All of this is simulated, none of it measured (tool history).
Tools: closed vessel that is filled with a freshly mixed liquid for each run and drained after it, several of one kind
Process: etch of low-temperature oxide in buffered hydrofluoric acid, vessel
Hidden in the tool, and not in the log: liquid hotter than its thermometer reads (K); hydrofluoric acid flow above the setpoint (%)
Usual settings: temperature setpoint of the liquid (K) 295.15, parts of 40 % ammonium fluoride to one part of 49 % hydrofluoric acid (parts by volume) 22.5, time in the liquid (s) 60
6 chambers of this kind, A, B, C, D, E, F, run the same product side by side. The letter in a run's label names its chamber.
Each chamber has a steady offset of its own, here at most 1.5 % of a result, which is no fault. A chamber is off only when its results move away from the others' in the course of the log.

run	day	temperature setpoint of the liquid (K)	parts of 40 % ammonium fluoride to one part of 49 % hydrofluoric acid (parts by volume)	time in the liquid (s)	hours since the thermometer was replaced	hours since the hydrofluoric acid flow meter was replaced	read-back film thickness of the low-temperature oxide reference wafer, read on the same gauge (nm)	thickness taken off the low-temperature oxide on a monitor wafer (nm)
1F	0.342	295.15	22.5	60	651.9	1053.1	39.999	49.836
2C	0.858	295.15	22.5	60	327.2	43.1	39.982	50.345
3D	1.15	295.15	22.5	60	836	572.7	39.994	50.164
4B	1.396	295.15	22.5	60	280.7	755	39.992	50.271
# day 1.662: chamber D: hydrofluoric acid flow meter replaced
5A	1.842	295.15	22.5	60	2020.5	898.1	40.025	50.16
6E	2.212	295.15	22.5	60	1394.4	1116.9	39.972	49.794
7E	2.467	295.15	22.5	60	1400.5	1123	40.017	49.795
8A	2.771	295.15	22.5	60	2042.8	920.4	39.998	49.907
9B	3.117	295.15	22.5	60	322	796.3	39.998	50.256
10C	3.379	295.15	22.5	60	387.7	103.6	40.009	50.367
11D	3.871	295.15	22.5	60	901.3	53.1	39.983	50.336
12F	4.342	295.15	22.5	60	747.9	1149.1	40.013	50.465
13C	4.583	295.15	22.5	95	416.6	132.5	40.013	80.149
14D	4.912	295.15	22.5	95	926.3	78.1	39.999	78.897
15E	5.329	295.15	22.5	95	1469.2	1191.7	40.005	78.734
16B	5.733	295.15	22.5	95	384.8	859.1	39.977	79.116
17F	6.038	295.15	22.5	95	788.6	1189.8	40.009	79.043
18A	6.562	295.15	22.5	95	2133.8	1011.4	40.006	79.789
19D	7.038	295.15	22.5	60	977.3	129.1	40.001	50.022
20E	7.325	297.15	27	60	1517.1	1239.6	40.001	48.822
21A	7.717	297.15	27	60	2161.5	1039.1	39.996	49.619
22F	8	297.15	27	60	835.7	1236.9	40.008	49.076
23B	8.521	297.15	27	60	451.7	926	40.005	49.174
24C	8.975	297.15	27	60	522	237.9	40	49.58
25C	9.254	297.15	27	60	528.7	244.6	40.001	49.416
26F	9.533	295.15	22.5	60	872.5	1273.7	40.024	49.761
27B	9.929	295.15	22.5	60	485.5	959.8	40.002	50.132
28E	10.196	295.15	22.5	60	1586	1308.5	39.98	49.51
29D	10.717	295.15	22.5	60	1065.6	217.4	39.984	50.513
30A	11.133	295.15	22.5	60	2243.5	1121.1	39.991	50.189
31E	11.583	295.15	22.5	60	1619.3	1341.8	40.02	49.666
32D	12.1	295.15	22.5	60	1098.8	250.6	39.996	50.613
33F	12.604	295.15	22.5	60	946.2	1347.4	39.98	49.972
34C	12.854	295.15	22.5	60	615.1	331	40.014	50.148
35B	13.346	295.15	22.5	60	567.5	1041.8	40.003	50.295
36A	13.817	295.15	22.5	60	2307.9	1185.5	39.974	50.078
37E	14.167	295.15	22.5	60	1681.3	1403.8	39.989	49.796
38D	14.538	295.15	30	60	1157.3	309.1	40.008	41.359
39A	14.771	295.15	30	60	2330.8	1208.4	39.993	41.026
40B	15.046	295.15	30	60	608.3	1082.6	39.986	41.294
41F	15.321	295.15	30	60	1011.4	1412.6	39.995	41.336
42C	15.646	295.15	30	60	682.1	398	39.992	41.554
43B	15.967	295.15	30	60	630.4	1104.7	40.026	41.498
44F	16.354	295.15	22.5	60	1036.2	1437.4	40.009	49.797

What goes on in this fleet: one chamber off, a drifting gauge, or nothing beyond the chambers' own small offsets? Name the chamber and the cause, if any.

No chamber stands off beyond its own small offset, and the gauge holds steady.
